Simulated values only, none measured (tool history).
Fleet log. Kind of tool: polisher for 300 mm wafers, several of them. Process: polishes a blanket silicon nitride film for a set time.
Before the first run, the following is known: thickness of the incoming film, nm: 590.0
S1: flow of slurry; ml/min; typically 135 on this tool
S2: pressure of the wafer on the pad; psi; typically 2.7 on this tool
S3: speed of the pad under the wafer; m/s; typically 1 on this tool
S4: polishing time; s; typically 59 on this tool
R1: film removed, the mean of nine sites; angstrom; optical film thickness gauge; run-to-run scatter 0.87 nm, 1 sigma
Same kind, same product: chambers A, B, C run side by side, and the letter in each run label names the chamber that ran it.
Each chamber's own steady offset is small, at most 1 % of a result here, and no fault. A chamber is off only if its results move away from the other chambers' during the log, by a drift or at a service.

Run 1B, hour 5.1: usual settings. Result: R1 665.19 angstrom.
Run 2C, hour 10.9: usual settings. Result: R1 649.91 angstrom.
At hour 15.5: chamber A: worn pad replaced by a new one.
Run 3A, hour 16.6: usual settings. Result: R1 629.39 angstrom.
Run 4C, hour 20.2: usual settings. Result: R1 656.6 angstrom.
At hour 23.5: chamber C: slurry nozzle cleaned.
Run 5A, hour 25.1: usual settings. Result: R1 650.9 angstrom.
Run 6B, hour 31.7: usual settings. Result: R1 654.59 angstrom.
Run 7B, hour 35.6: usual settings but S1 175 ml/min, S2 2 psi. Result: R1 516.5 angstrom.
Run 8C, hour 39.6: usual settings but S1 175 ml/min, S2 2 psi. Result: R1 488.24 angstrom.
Run 9A, hour 44.7: usual settings but S1 175 ml/min, S2 2 psi. Result: R1 490.48 angstrom.
Run 10A, hour 51.1: usual settings but S2 3.3 psi. Result: R1 789.26 angstrom.
Run 11C, hour 54.7: usual settings but S2 3.3 psi. Result: R1 772.03 angstrom.
At hour 55.2: chamber C: worn pad replaced by a new one.
Run 12B, hour 58.6: usual settings but S2 3.3 psi. Result: R1 789.19 angstrom.
Run 13B, hour 65.1: usual settings. Result: R1 665.8 angstrom.
Run 14C, hour 71.3: usual settings. Result: R1 621.49 angstrom.
Run 15A, hour 78.3: usual settings. Result: R1 644.37 angstrom.
At hour 83.5: chamber A: worn pad replaced by a new one.
Run 16A, hour 84.1: usual settings. Result: R1 647.64 angstrom.
Run 17C, hour 89.6: usual settings. Result: R1 622.76 angstrom.
Run 18B, hour 95.6: usual settings. Result: R1 663.54 angstrom.
Run 19A, hour 99.6: usual settings. Result: R1 637.94 angstrom.
Run 20B, hour 104.4: usual settings. Result: R1 646.46 angstrom.
Run 21C, hour 111.3: usual settings. Result: R1 619.02 angstrom.
Run 22B, hour 115.8: usual settings. Result: R1 657.04 angstrom.
Run 23A, hour 119.4: usual settings. Result: R1 641.94 angstrom.
Run 24C, hour 124.5: usual settings. Result: R1 591.01 angstrom.
Run 25B, hour 128.9: usual settings. Result: R1 643.18 angstrom.
Run 26A, hour 135: usual settings. Result: R1 634.72 angstrom.
Run 27C, hour 140.8: usual settings but S1 120 ml/min, S2 3.4 psi. Result: R1 749.02 angstrom.
Run 28C, hour 146.8: usual settings but S1 120 ml/min, S2 3.4 psi. Result: R1 732.3 angstrom.
Run 29A, hour 151.3: usual settings but S1 120 ml/min, S2 3.4 psi. Result: R1 791.18 angstrom.

Decide between three cases: one chamber stands off from its peers, the gauge reading all wafers drifts, or nothing is wrong past each chamber's small offset. Where a chamber is off, say which and what most likely put it there.

Little by little, chamber C moves away from the other chambers.
Most likely cause: head's pressure below its setpoint, % = 8.28.

Below are 4 candidate recipes for chamber C's next run, each the usual settings with a change, their results shown as question marks. Which of them brings C's results back in line with what the other chambers give on the usual settings?
Maximum distance from the other chambers' mean on the usual settings for a result to count as in line: R1 31 angstrom
Run 30C-1, hour 156.7: usual settings but S4 64 s. Result: R1 ?.
Run 30C-2, hour 156.7: usual settings but S2 2.6 psi, S4 57 s. Result: R1 ?.
Run 30C-3, hour 156.7: usual settings but S2 2.5 psi, S4 53 s. Result: R1 ?.
Run 30C-4, hour 156.7: usual settings but S1 140 ml/min, S4 69 s. Result: R1 ?.

The other chambers' mean on the usual settings: R1 647.44 angstrom
  run      R1
30C-1  648.12
30C-2  555.79
30C-3  496.84
30C-4  703.49
With 30C-1, the chamber falls back in line with the rest.
